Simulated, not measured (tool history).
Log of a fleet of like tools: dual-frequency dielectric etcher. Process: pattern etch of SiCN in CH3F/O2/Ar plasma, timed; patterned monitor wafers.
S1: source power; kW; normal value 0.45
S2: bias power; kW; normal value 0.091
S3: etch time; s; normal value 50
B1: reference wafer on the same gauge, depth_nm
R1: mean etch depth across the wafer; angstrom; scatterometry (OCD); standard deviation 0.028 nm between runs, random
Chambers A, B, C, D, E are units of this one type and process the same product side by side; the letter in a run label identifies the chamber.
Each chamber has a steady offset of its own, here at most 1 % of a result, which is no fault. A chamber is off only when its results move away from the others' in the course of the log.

{"run": "1C", "hour": 8.2, "S1": 0.45, "S2": 0.091, "S3": 50, "B1": 18.894, "R1": 212.87}
{"run": "2D", "hour": 22.3, "S1": 0.45, "S2": 0.091, "S3": 50, "B1": 18.893, "R1": 213.01}
{"run": "3B", "hour": 37.1, "S1": 0.45, "S2": 0.091, "S3": 50, "B1": 18.894, "R1": 212.76}
{"run": "4E", "hour": 51.8, "S1": 0.45, "S2": 0.091, "S3": 50, "B1": 18.89, "R1": 212.68}
{"run": "5A", "hour": 61.0, "S1": 0.45, "S2": 0.091, "S3": 50, "B1": 18.894, "R1": 214.53}
{"run": "6C", "hour": 77.1, "S1": 0.45, "S2": 0.091, "S3": 50, "B1": 18.886, "R1": 212.8}
{"run": "7E", "hour": 87.3, "S1": 0.45, "S2": 0.091, "S3": 50, "B1": 18.882, "R1": 212.48}
{"run": "8B", "hour": 96.8, "S1": 0.45, "S2": 0.091, "S3": 50, "B1": 18.879, "R1": 212.62}
{"run": "9D", "hour": 111.3, "S1": 0.45, "S2": 0.091, "S3": 50, "B1": 18.882, "R1": 212.1}
{"run": "10A", "hour": 120.3, "S1": 0.45, "S2": 0.091, "S3": 50, "B1": 18.872, "R1": 214.43}
{"run": "11D", "hour": 130.2, "S1": 0.51, "S2": 0.091, "S3": 59, "B1": 18.878, "R1": 263.23}
{"run": "12B", "hour": 144.0, "S1": 0.51, "S2": 0.091, "S3": 59, "B1": 18.873, "R1": 262.85}
{"run": "13C", "hour": 151.2, "S1": 0.51, "S2": 0.091, "S3": 59, "B1": 18.872, "R1": 262.32}
{"hour": 164.6, "done": "chamber B: wet clean of the chamber"}
{"run": "14A", "hour": 165.5, "S1": 0.51, "S2": 0.091, "S3": 59, "B1": 18.868, "R1": 264.93}
{"run": "15E", "hour": 181.6, "S1": 0.51, "S2": 0.091, "S3": 59, "B1": 18.868, "R1": 262.71}
{"run": "16E", "hour": 193.2, "S1": 0.45, "S2": 0.091, "S3": 50, "B1": 18.871, "R1": 212.42}
{"hour": 197.8, "done": "chamber C: wet clean of the chamber"}
{"run": "17C", "hour": 200.8, "S1": 0.35, "S2": 0.091, "S3": 50, "B1": 18.864, "R1": 193.38}
{"run": "18B", "hour": 213.7, "S1": 0.35, "S2": 0.091, "S3": 50, "B1": 18.855, "R1": 193.59}
{"run": "19D", "hour": 227.8, "S1": 0.35, "S2": 0.091, "S3": 50, "B1": 18.855, "R1": 193.06}
{"run": "20A", "hour": 241.7, "S1": 0.35, "S2": 0.091, "S3": 50, "B1": 18.843, "R1": 194.56}
{"run": "21C", "hour": 257.2, "S1": 0.35, "S2": 0.091, "S3": 50, "B1": 18.851, "R1": 193.25}
{"run": "22E", "hour": 271.7, "S1": 0.45, "S2": 0.091, "S3": 50, "B1": 18.842, "R1": 212.66}
{"run": "23D", "hour": 285.3, "S1": 0.45, "S2": 0.091, "S3": 50, "B1": 18.837, "R1": 211.96}
{"run": "24B", "hour": 295.0, "S1": 0.45, "S2": 0.091, "S3": 50, "B1": 18.845, "R1": 211.97}
{"hour": 301.4, "done": "chamber E: wet clean of the chamber"}
{"run": "25A", "hour": 305.7, "S1": 0.45, "S2": 0.098, "S3": 57.5, "B1": 18.839, "R1": 252.98}
{"hour": 320.7, "done": "chamber D: wet clean of the chamber"}
{"run": "26B", "hour": 321.3, "S1": 0.45, "S2": 0.098, "S3": 57.5, "B1": 18.834, "R1": 250.96}
{"run": "27C", "hour": 331.9, "S1": 0.45, "S2": 0.098, "S3": 57.5, "B1": 18.837, "R1": 250.5}
{"hour": 343.4, "done": "chamber A: wet clean of the chamber"}
{"run": "28E", "hour": 345.7, "S1": 0.45, "S2": 0.098, "S3": 57.5, "B1": 18.829, "R1": 250.74}
{"run": "29A", "hour": 361.3, "S1": 0.45, "S2": 0.098, "S3": 57.5, "B1": 18.833, "R1": 252.76}
{"run": "30D", "hour": 376.7, "S1": 0.45, "S2": 0.091, "S3": 50, "B1": 18.825, "R1": 211.96}
{"run": "31A", "hour": 389.4, "S1": 0.36, "S2": 0.091, "S3": 59.5, "B1": 18.824, "R1": 234}
{"run": "32E", "hour": 399.6, "S1": 0.36, "S2": 0.091, "S3": 59.5, "B1": 18.821, "R1": 231.52}
{"run": "33D", "hour": 407.7, "S1": 0.36, "S2": 0.091, "S3": 59.5, "B1": 18.819, "R1": 231.14}
{"run": "34B", "hour": 419.8, "S1": 0.36, "S2": 0.091, "S3": 59.5, "B1": 18.814, "R1": 232.14}
{"run": "35C", "hour": 430.8, "S1": 0.36, "S2": 0.091, "S3": 59.5, "B1": 18.816, "R1": 232.69}
{"run": "36C", "hour": 444.6, "S1": 0.45, "S2": 0.091, "S3": 50, "B1": 18.806, "R1": 211.82}
{"run": "37A", "hour": 460.2, "S1": 0.45, "S2": 0.091, "S3": 50, "B1": 18.804, "R1": 213.48}
{"run": "38E", "hour": 470.4, "S1": 0.45, "S2": 0.091, "S3": 50, "B1": 18.813, "R1": 211.87}
{"run": "39D", "hour": 486.5, "S1": 0.45, "S2": 0.091, "S3": 50, "B1": 18.801, "R1": 211.3}
{"run": "40B", "hour": 501.4, "S1": 0.45, "S2": 0.091, "S3": 50, "B1": 18.804, "R1": 211.6}

The same settings go to every chamber for the next run, one line per chamber below. Forecast the results for each:
{"run": "41A", "hour": 513.1, "S1": 0.45, "S2": 0.091, "S3": 50, "R1": "?"}
{"run": "41B", "hour": 513.1, "S1": 0.45, "S2": 0.091, "S3": 50, "R1": "?"}
{"run": "41C", "hour": 513.1, "S1": 0.45, "S2": 0.091, "S3": 50, "R1": "?"}
{"run": "41D", "hour": 513.1, "S1": 0.45, "S2": 0.091, "S3": 50, "R1": "?"}
{"run": "41E", "hour": 513.1, "S1": 0.45, "S2": 0.091, "S3": 50, "R1": "?"}

run=41A R1=213.55
run=41B R1=212.15
run=41C R1=211.46
run=41D R1=211.55
run=41E R1=212.03
